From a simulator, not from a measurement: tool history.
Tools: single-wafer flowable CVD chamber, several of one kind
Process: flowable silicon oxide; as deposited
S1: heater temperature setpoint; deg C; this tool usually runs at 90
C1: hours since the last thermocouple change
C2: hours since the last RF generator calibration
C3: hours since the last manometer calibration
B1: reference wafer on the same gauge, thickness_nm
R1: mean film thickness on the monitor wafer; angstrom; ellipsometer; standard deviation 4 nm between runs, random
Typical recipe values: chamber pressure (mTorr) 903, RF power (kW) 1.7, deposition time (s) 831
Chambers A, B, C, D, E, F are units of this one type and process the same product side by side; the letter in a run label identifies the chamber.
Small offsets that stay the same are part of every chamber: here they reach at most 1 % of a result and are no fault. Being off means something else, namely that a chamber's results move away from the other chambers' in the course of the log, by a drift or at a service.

run 1D hour=2.2 | S1=90 chamber_pressure_(mTorr)=903 RF_power_(kW)=1.7 deposition_time_(s)=831 | C1=842.4 C2=2140.8 C3=859.1 | B1=894.7 | R1=7882.8
run 2A hour=6.6 | S1=90 chamber_pressure_(mTorr)=903 RF_power_(kW)=1.7 deposition_time_(s)=831 | C1=933.7 C2=635.7 C3=760.1 | B1=893.74 | R1=7948.2
run 3B hour=9.4 | S1=90 chamber_pressure_(mTorr)=903 RF_power_(kW)=1.7 deposition_time_(s)=831 | C1=2276.9 C2=715.8 C3=675 | B1=893.53 | R1=7906.4
run 4F hour=13.3 | S1=90 chamber_pressure_(mTorr)=903 RF_power_(kW)=1.7 deposition_time_(s)=831 | C1=992.8 C2=361.1 C3=2020.3 | B1=893.87 | R1=7863.7
run 5E hour=15.6 | S1=90 chamber_pressure_(mTorr)=903 RF_power_(kW)=1.96 deposition_time_(s)=946 | C1=1585.8 C2=473.3 C3=978.1 | B1=894.17 | R1=9339
run 6C hour=20.3 | S1=90 chamber_pressure_(mTorr)=903 RF_power_(kW)=1.96 deposition_time_(s)=946 | C1=1206 C2=1287 C3=156.1 | B1=894.36 | R1=9209.1
run 7C hour=22.8 | S1=90 chamber_pressure_(mTorr)=903 RF_power_(kW)=1.96 deposition_time_(s)=946 | C1=1208.5 C2=1289.5 C3=158.6 | B1=893.83 | R1=9296.7
run 8A hour=26.6 | S1=90 chamber_pressure_(mTorr)=903 RF_power_(kW)=1.96 deposition_time_(s)=946 | C1=953.7 C2=655.7 C3=780.1 | B1=893.87 | R1=9426.2
run 9D hour=31.3 | S1=90 chamber_pressure_(mTorr)=903 RF_power_(kW)=1.96 deposition_time_(s)=946 | C1=871.5 C2=2169.9 C3=888.2 | B1=894.72 | R1=9292.8
run 10B hour=36.1 | S1=90 chamber_pressure_(mTorr)=903 RF_power_(kW)=1.96 deposition_time_(s)=946 | C1=2303.6 C2=742.5 C3=701.7 | B1=894.19 | R1=9280.7
run 11F hour=40.7 | S1=90 chamber_pressure_(mTorr)=903 RF_power_(kW)=1.7 deposition_time_(s)=831 | C1=1020.2 C2=388.5 C3=2047.7 | B1=893.96 | R1=7971.4
run 12E hour=45.1 | S1=90 chamber_pressure_(mTorr)=903 RF_power_(kW)=1.395 deposition_time_(s)=831 | C1=1615.3 C2=502.8 C3=1007.6 | B1=893.8 | R1=7531.2
-- hour=49.1 chamber F: capacitance manometer re-zeroed and calibrated
run 13E hour=49.7 | S1=90 chamber_pressure_(mTorr)=903 RF_power_(kW)=1.395 deposition_time_(s)=831 | C1=1619.9 C2=507.4 C3=1012.2 | B1=894.96 | R1=7410.4
run 14D hour=54.2 | S1=90 chamber_pressure_(mTorr)=903 RF_power_(kW)=1.395 deposition_time_(s)=831 | C1=894.4 C2=2192.8 C3=911.1 | B1=893.03 | R1=7473.7
run 15A hour=57.9 | S1=90 chamber_pressure_(mTorr)=903 RF_power_(kW)=1.395 deposition_time_(s)=831 | C1=985 C2=687 C3=811.4 | B1=892.8 | R1=7411.2
run 16F hour=60.6 | S1=90 chamber_pressure_(mTorr)=903 RF_power_(kW)=1.395 deposition_time_(s)=831 | C1=1040.1 C2=408.4 C3=11.6 | B1=894.32 | R1=7524
run 17C hour=62.9 | S1=90 chamber_pressure_(mTorr)=903 RF_power_(kW)=1.395 deposition_time_(s)=831 | C1=1248.6 C2=1329.6 C3=198.7 | B1=893.8 | R1=7297.1
-- hour=65.2 chamber B: RF generator calibrated
run 18B hour=66.2 | S1=90 chamber_pressure_(mTorr)=903 RF_power_(kW)=1.7 deposition_time_(s)=831 | C1=2333.7 C2=1.1 C3=731.8 | B1=893.92 | R1=7909.7
run 19A hour=69.2 | S1=90 chamber_pressure_(mTorr)=903 RF_power_(kW)=1.7 deposition_time_(s)=831 | C1=996.3 C2=698.3 C3=822.7 | B1=892.96 | R1=7888.2
run 20B hour=71.6 | S1=90 chamber_pressure_(mTorr)=903 RF_power_(kW)=1.7 deposition_time_(s)=831 | C1=2339.1 C2=6.5 C3=737.2 | B1=893.49 | R1=7947.7
run 21D hour=75.2 | S1=90 chamber_pressure_(mTorr)=903 RF_power_(kW)=1.7 deposition_time_(s)=831 | C1=915.4 C2=2213.8 C3=932.1 | B1=893.34 | R1=7903.5
-- hour=76.5 chamber A: thermocouple changed; heater temperature recalibrated
run 22F hour=78.5 | S1=90 chamber_pressure_(mTorr)=1019 RF_power_(kW)=1.7 deposition_time_(s)=831 | C1=1058 C2=426.3 C3=29.5 | B1=895.23 | R1=9171.6
-- hour=80.3 chamber F: thermocouple changed; heater temperature recalibrated
run 23E hour=83 | S1=90 chamber_pressure_(mTorr)=1019 RF_power_(kW)=1.7 deposition_time_(s)=831 | C1=1653.2 C2=540.7 C3=1045.5 | B1=894.52 | R1=9137.8
run 24C hour=86.2 | S1=90 chamber_pressure_(mTorr)=1019 RF_power_(kW)=1.7 deposition_time_(s)=831 | C1=1271.9 C2=1352.9 C3=222 | B1=893.92 | R1=9035.8
run 25F hour=89.1 | S1=90 chamber_pressure_(mTorr)=1019 RF_power_(kW)=1.7 deposition_time_(s)=831 | C1=8.9 C2=436.9 C3=40.1 | B1=895.05 | R1=9217.8
run 26B hour=93.6 | S1=90 chamber_pressure_(mTorr)=1019 RF_power_(kW)=1.7 deposition_time_(s)=831 | C1=2361.1 C2=28.5 C3=759.2 | B1=893.1 | R1=9209
run 27E hour=96.2 | S1=90 chamber_pressure_(mTorr)=1019 RF_power_(kW)=1.7 deposition_time_(s)=831 | C1=1666.4 C2=553.9 C3=1058.7 | B1=893.99 | R1=9152.2
run 28D hour=99.7 | S1=102 chamber_pressure_(mTorr)=903 RF_power_(kW)=1.7 deposition_time_(s)=831 | C1=939.9 C2=2238.3 C3=956.6 | B1=893.16 | R1=5245.9
run 29A hour=104.3 | S1=102 chamber_pressure_(mTorr)=903 RF_power_(kW)=1.7 deposition_time_(s)=831 | C1=27.8 C2=733.4 C3=857.8 | B1=893.39 | R1=5290.4
-- hour=104.7 chamber D: RF generator calibrated
run 30C hour=107.2 | S1=102 chamber_pressure_(mTorr)=903 RF_power_(kW)=1.7 deposition_time_(s)=831 | C1=1292.9 C2=1373.9 C3=243 | B1=894.28 | R1=5238.3
run 31F hour=109.7 | S1=102 chamber_pressure_(mTorr)=903 RF_power_(kW)=1.7 deposition_time_(s)=831 | C1=29.5 C2=457.5 C3=60.7 | B1=894.33 | R1=5356.4
run 32D hour=112.2 | S1=102 chamber_pressure_(mTorr)=903 RF_power_(kW)=1.7 deposition_time_(s)=831 | C1=952.4 C2=7.6 C3=969.1 | B1=894.51 | R1=5252.2
run 33B hour=116.6 | S1=102 chamber_pressure_(mTorr)=903 RF_power_(kW)=1.7 deposition_time_(s)=831 | C1=2384.1 C2=51.5 C3=782.2 | B1=894.09 | R1=5331.2
run 34A hour=120.4 | S1=90 chamber_pressure_(mTorr)=903 RF_power_(kW)=1.7 deposition_time_(s)=831 | C1=43.9 C2=749.5 C3=873.9 | B1=894.29 | R1=7902.6
run 35C hour=123.2 | S1=90 chamber_pressure_(mTorr)=903 RF_power_(kW)=1.7 deposition_time_(s)=831 | C1=1308.9 C2=1389.9 C3=259 | B1=892.96 | R1=7843.5
run 36E hour=126.9 | S1=90 chamber_pressure_(mTorr)=903 RF_power_(kW)=1.7 deposition_time_(s)=831 | C1=1697.1 C2=584.6 C3=1089.4 | B1=894.62 | R1=7957.1
run 37D hour=129.6 | S1=90 chamber_pressure_(mTorr)=903 RF_power_(kW)=1.7 deposition_time_(s)=831 | C1=969.8 C2=25 C3=986.5 | B1=894.19 | R1=7908.8
run 38A hour=133.2 | S1=79 chamber_pressure_(mTorr)=903 RF_power_(kW)=1.92 deposition_time_(s)=831 | C1=56.7 C2=762.3 C3=886.7 | B1=893.8 | R1=11326
run 39E hour=136.8 | S1=79 chamber_pressure_(mTorr)=903 RF_power_(kW)=1.92 deposition_time_(s)=831 | C1=1707 C2=594.5 C3=1099.3 | B1=894.89 | R1=11302
run 40F hour=140.5 | S1=79 chamber_pressure_(mTorr)=903 RF_power_(kW)=1.92 deposition_time_(s)=831 | C1=60.3 C2=488.3 C3=91.5 | B1=892.9 | R1=11163
run 41B hour=144.9 | S1=79 chamber_pressure_(mTorr)=903 RF_power_(kW)=1.92 deposition_time_(s)=831 | C1=2412.4 C2=79.8 C3=810.5 | B1=893.63 | R1=11322
run 42C hour=148.2 | S1=79 chamber_pressure_(mTorr)=903 RF_power_(kW)=1.92 deposition_time_(s)=831 | C1=1333.9 C2=1414.9 C3=284 | B1=893.91 | R1=11219
run 43F hour=152.8 | S1=79 chamber_pressure_(mTorr)=903 RF_power_(kW)=1.92 deposition_time_(s)=831 | C1=72.6 C2=500.6 C3=103.8 | B1=893.95 | R1=11241

Decide between three cases: one chamber stands off from its peers, the gauge reading all wafers drifts, or nothing is wrong past each chamber's small offset. Where a chamber is off, say which and what most likely put it there.

The fleet is healthy, with each chamber sitting at its usual small offset and no drift in the gauge.
